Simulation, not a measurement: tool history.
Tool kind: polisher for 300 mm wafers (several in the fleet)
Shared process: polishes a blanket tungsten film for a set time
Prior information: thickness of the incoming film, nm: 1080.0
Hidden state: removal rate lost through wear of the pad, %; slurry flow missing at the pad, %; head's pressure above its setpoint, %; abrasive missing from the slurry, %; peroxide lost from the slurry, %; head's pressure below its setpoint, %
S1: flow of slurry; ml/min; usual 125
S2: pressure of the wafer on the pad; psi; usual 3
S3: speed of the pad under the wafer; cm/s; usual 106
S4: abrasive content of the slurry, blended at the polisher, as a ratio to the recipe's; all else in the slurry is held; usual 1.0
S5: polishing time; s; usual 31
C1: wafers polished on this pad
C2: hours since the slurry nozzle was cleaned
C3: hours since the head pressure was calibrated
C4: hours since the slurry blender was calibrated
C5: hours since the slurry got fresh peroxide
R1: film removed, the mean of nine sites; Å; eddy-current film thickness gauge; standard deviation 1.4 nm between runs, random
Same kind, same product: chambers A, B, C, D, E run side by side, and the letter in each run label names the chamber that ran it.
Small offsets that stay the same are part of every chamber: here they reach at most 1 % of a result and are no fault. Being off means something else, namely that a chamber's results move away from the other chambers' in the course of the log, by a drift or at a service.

At hour 0.8: chamber B: slurry tank refilled with fresh slurry and peroxide.
Run 1E, hour 2.5: usual settings; C1 151; C2 295.1; C3 186.9; C4 310.7; C5 135.0. Result: R1 1154.0 Å.
Run 2C, hour 6.3: usual settings; C1 814; C2 353.7; C3 179.2; C4 103.6; C5 92.2. Result: R1 1152.2 Å.
At hour 7.2: chamber D: head pressure recalibrated.
At hour 7.9: chamber A: slurry tank refilled with fresh slurry and peroxide.
At hour 8.2: chamber C: slurry nozzle cleaned.
At hour 9.1: chamber E: slurry tank refilled with fresh slurry and peroxide.
Run 3A, hour 10.6: usual settings; C1 794; C2 128.6; C3 218.7; C4 172.2; C5 2.7. Result: R1 1165.6 Å.
Run 4B, hour 13.5: usual settings; C1 500; C2 306.1; C3 343.0; C4 71.3; C5 12.7. Result: R1 1154.4 Å.
At hour 16.2: chamber A: worn pad replaced by a new one.
Run 5D, hour 18.3: usual settings; C1 652; C2 162.8; C3 11.2; C4 137.7; C5 116.4. Result: R1 1148.1 Å.
Run 6C, hour 22.1: usual settings; C1 1124; C2 14.0; C3 195.0; C4 119.4; C5 108.0. Result: R1 1176.4 Å.
At hour 24.8: chamber B: worn pad replaced by a new one.
Run 7B, hour 26.8: usual settings; C1 39; C2 319.4; C3 356.3; C4 84.6; C5 26.0. Result: R1 1142.4 Å.
Run 8D, hour 29.5: usual settings; C1 872; C2 174.0; C3 22.4; C4 148.9; C5 127.6. Result: R1 1135.4 Å.
Run 9A, hour 31.7: usual settings but S5 39 s; C1 305; C2 149.7; C3 239.8; C4 193.3; C5 23.8. Result: R1 1476.8 Å.
Run 10E, hour 34.4: usual settings but S5 39 s; C1 776; C2 327.0; C3 218.8; C4 342.6; C5 25.4. Result: R1 1436.0 Å.
Run 11E, hour 37.1: usual settings but S5 39 s; C1 829; C2 329.7; C3 221.5; C4 345.3; C5 28.1. Result: R1 1468.7 Å.
Run 12C, hour 41.8: usual settings but S5 39 s; C1 1510; C2 33.7; C3 214.7; C4 139.1; C5 127.7. Result: R1 1440.2 Å.
At hour 45.4: chamber E: worn pad replaced by a new one.
At hour 45.8: chamber C: worn pad replaced by a new one.
Run 13B, hour 46.3: usual settings but S5 39 s; C1 421; C2 338.9; C3 375.8; C4 104.1; C5 45.5. Result: R1 1451.1 Å.
At hour 48.7: chamber C: slurry blender recalibrated.
At hour 49.0: chamber D: slurry blender recalibrated.
Run 14A, hour 50.8: usual settings; C1 679; C2 168.8; C3 258.9; C4 212.4; C5 42.9. Result: R1 1141.7 Å.
At hour 53.9: chamber B: worn pad replaced by a new one.
Run 15D, hour 54.3: usual settings; C1 1358; C2 198.8; C3 47.2; C4 5.3; C5 152.4. Result: R1 1133.7 Å.
At hour 57.8: chamber D: worn pad replaced by a new one.
At hour 58.1: chamber A: worn pad replaced by a new one.
At hour 58.1: chamber A: slurry blender recalibrated.
Run 16D, hour 59.1: usual settings; C1 27; C2 203.6; C3 52.0; C4 10.1; C5 157.2. Result: R1 1152.0 Å.
Run 17E, hour 62.8: usual settings; C1 341; C2 355.4; C3 247.2; C4 371.0; C5 53.8. Result: R1 1173.2 Å.
Run 18C, hour 67.0: usual settings; C1 416; C2 58.9; C3 239.9; C4 18.3; C5 152.9. Result: R1 1155.9 Å.
Run 19A, hour 71.5: usual settings; C1 262; C2 189.5; C3 279.6; C4 13.5; C5 63.6. Result: R1 1163.0 Å.
Run 20B, hour 74.7: usual settings but S4 1.1, S5 28 s; C1 408; C2 367.3; C3 404.2; C4 132.5; C5 73.9. Result: R1 1057.8 Å.
Run 21C, hour 78.9: usual settings but S4 1.1, S5 28 s; C1 650; C2 70.8; C3 251.8; C4 30.2; C5 164.8. Result: R1 1058.8 Å.
At hour 79.0: chamber B: slurry tank refilled with fresh slurry and peroxide.
Run 22B, hour 83.1: usual settings but S4 1.1, S5 28 s; C1 573; C2 375.7; C3 412.6; C4 140.9; C5 4.2. Result: R1 1063.7 Å.
At hour 84.0: chamber B: worn pad replaced by a new one.
At hour 85.8: chamber E: worn pad replaced by a new one.
Run 23A, hour 87.5: usual settings but S4 1.1, S5 28 s; C1 576; C2 205.5; C3 295.6; C4 29.5; C5 79.6. Result: R1 1059.4 Å.
At hour 87.9: chamber D: slurry tank refilled with fresh slurry and peroxide.
Run 24E, hour 90.8: usual settings but S4 1.1, S5 28 s; C1 99; C2 383.4; C3 275.2; C4 399.0; C5 81.8. Result: R1 1074.4 Å.
Run 25D, hour 94.6: usual settings; C1 722; C2 239.1; C3 87.5; C4 45.6; C5 6.7. Result: R1 1131.8 Å.
Run 26C, hour 98.0: usual settings; C1 1024; C2 89.9; C3 270.9; C4 49.3; C5 183.9. Result: R1 1120.7 Å.
Run 27B, hour 102.3: usual settings; C1 360; C2 394.9; C3 431.8; C4 160.1; C5 23.4. Result: R1 1154.0 Å.
Run 28E, hour 106.4: usual settings; C1 404; C2 399.0; C3 290.8; C4 414.6; C5 97.4. Result: R1 1170.9 Å.
Run 29A, hour 108.5: usual settings; C1 987; C2 226.5; C3 316.6; C4 50.5; C5 100.6. Result: R1 1144.5 Å.
At hour 110.7: chamber A: worn pad replaced by a new one.
Run 30D, hour 112.2: usual settings; C1 1067; C2 256.7; C3 105.1; C4 63.2; C5 24.3. Result: R1 1167.1 Å.
At hour 112.7: chamber B: worn pad replaced by a new one.
Run 31A, hour 115.3: usual settings but S1 150 ml/min, S5 39 s; C1 90; C2 233.3; C3 323.4; C4 57.3; C5 107.4. Result: R1 1522.2 Å.
Run 32B, hour 117.8: usual settings but S1 150 ml/min, S5 39 s; C1 101; C2 410.4; C3 447.3; C4 175.6; C5 38.9. Result: R1 1502.2 Å.
At hour 118.1: chamber D: worn pad replaced by a new one.
At hour 120.0: chamber B: slurry blender recalibrated.
Run 33C, hour 122.7: usual settings but S1 150 ml/min, S5 39 s; C1 1508; C2 114.6; C3 295.6; C4 74.0; C5 208.6. Result: R1 1426.4 Å.
Run 34E, hour 125.7: usual settings but S1 150 ml/min, S5 39 s; C1 782; C2 418.3; C3 310.1; C4 433.9; C5 116.7. Result: R1 1479.2 Å.
Run 35D, hour 129.0: usual settings but S1 150 ml/min, S5 39 s; C1 215; C2 273.5; C3 121.9; C4 80.0; C5 41.1. Result: R1 1479.1 Å.
At hour 129.3: chamber C: worn pad replaced by a new one.
At hour 131.0: chamber E: worn pad replaced by a new one.
At hour 132.2: chamber A: slurry tank refilled with fresh slurry and peroxide.
Run 36D, hour 133.1: usual settings; C1 295; C2 277.6; C3 126.0; C4 84.1; C5 45.2. Result: R1 1156.3 Å.
Run 37A, hour 138.0: usual settings; C1 535; C2 256.0; C3 346.1; C4 80.0; C5 5.9. Result: R1 1143.3 Å.
Run 38C, hour 140.2: usual settings; C1 214; C2 132.1; C3 313.1; C4 91.5; C5 226.1. Result: R1 1070.4 Å.
Run 39E, hour 143.3: usual settings; C1 241; C2 435.9; C3 327.7; C4 451.5; C5 134.3. Result: R1 1162.1 Å.
At hour 145.3: chamber B: worn pad replaced by a new one.
Run 40B, hour 145.6: usual settings; C1 6; C2 438.2; C3 475.1; C4 25.6; C5 66.7. Result: R1 1156.0 Å.
Run 41E, hour 150.4: usual settings; C1 380; C2 443.0; C3 334.8; C4 458.6; C5 141.4. Result: R1 1157.7 Å.
Run 42D, hour 153.6: usual settings but S1 100 ml/min; C1 697; C2 298.1; C3 146.5; C4 104.6; C5 65.7. Result: R1 1082.3 Å.
Run 43C, hour 157.1: usual settings but S1 100 ml/min; C1 545; C2 149.0; C3 330.0; C4 108.4; C5 243.0. Result: R1 1029.2 Å.
At hour 160.8: chamber B: slurry tank refilled with fresh slurry and peroxide.
Run 44B, hour 161.0: usual settings but S1 100 ml/min; C1 307; C2 453.6; C3 490.5; C4 41.0; C5 0.3. Result: R1 1082.4 Å.

Decide between three cases: one chamber stands off from its peers, the gauge reading all wafers drifts, or nothing is wrong past each chamber's small offset. Where a chamber is off, say which and what most likely put it there.

Little by little, chamber C moves away from the other chambers.
Most likely cause: peroxide lost from the slurry, % = 16.5.
The log might look much the same if the cause were instead: slurry flow missing at the pad, %; head's pressure below its setpoint, %; abrasive missing from the slurry, %.

Here are 4 candidates for chamber C's next run, each the usual settings with a change, their results left as question marks. Which one brings its results back in line with what the others give on the usual settings?
A result is in line if it is within this distance of the other chambers' mean on the usual settings: R1 49.00 Å
Run 45C-1, hour 164.6: usual settings but S2 3.2 psi, S3 114 cm/s. Result: R1 ?.
Run 45C-2, hour 164.6: usual settings but S2 2.8 psi, S5 29 s. Result: R1 ?.
Run 45C-3, hour 164.6: usual settings but S3 100 cm/s. Result: R1 ?.
Run 45C-4, hour 164.6: usual settings but S2 3.1 psi, S3 108 cm/s, S5 32 s. Result: R1 ?.

Other chambers, usual settings, mean: R1 1151.40 Å
  run       R1
45C-1  1236.90
45C-2   941.77
45C-3  1015.90
45C-4  1171.20
45C-4 is the one that brings the chamber's results back in line with the other chambers.
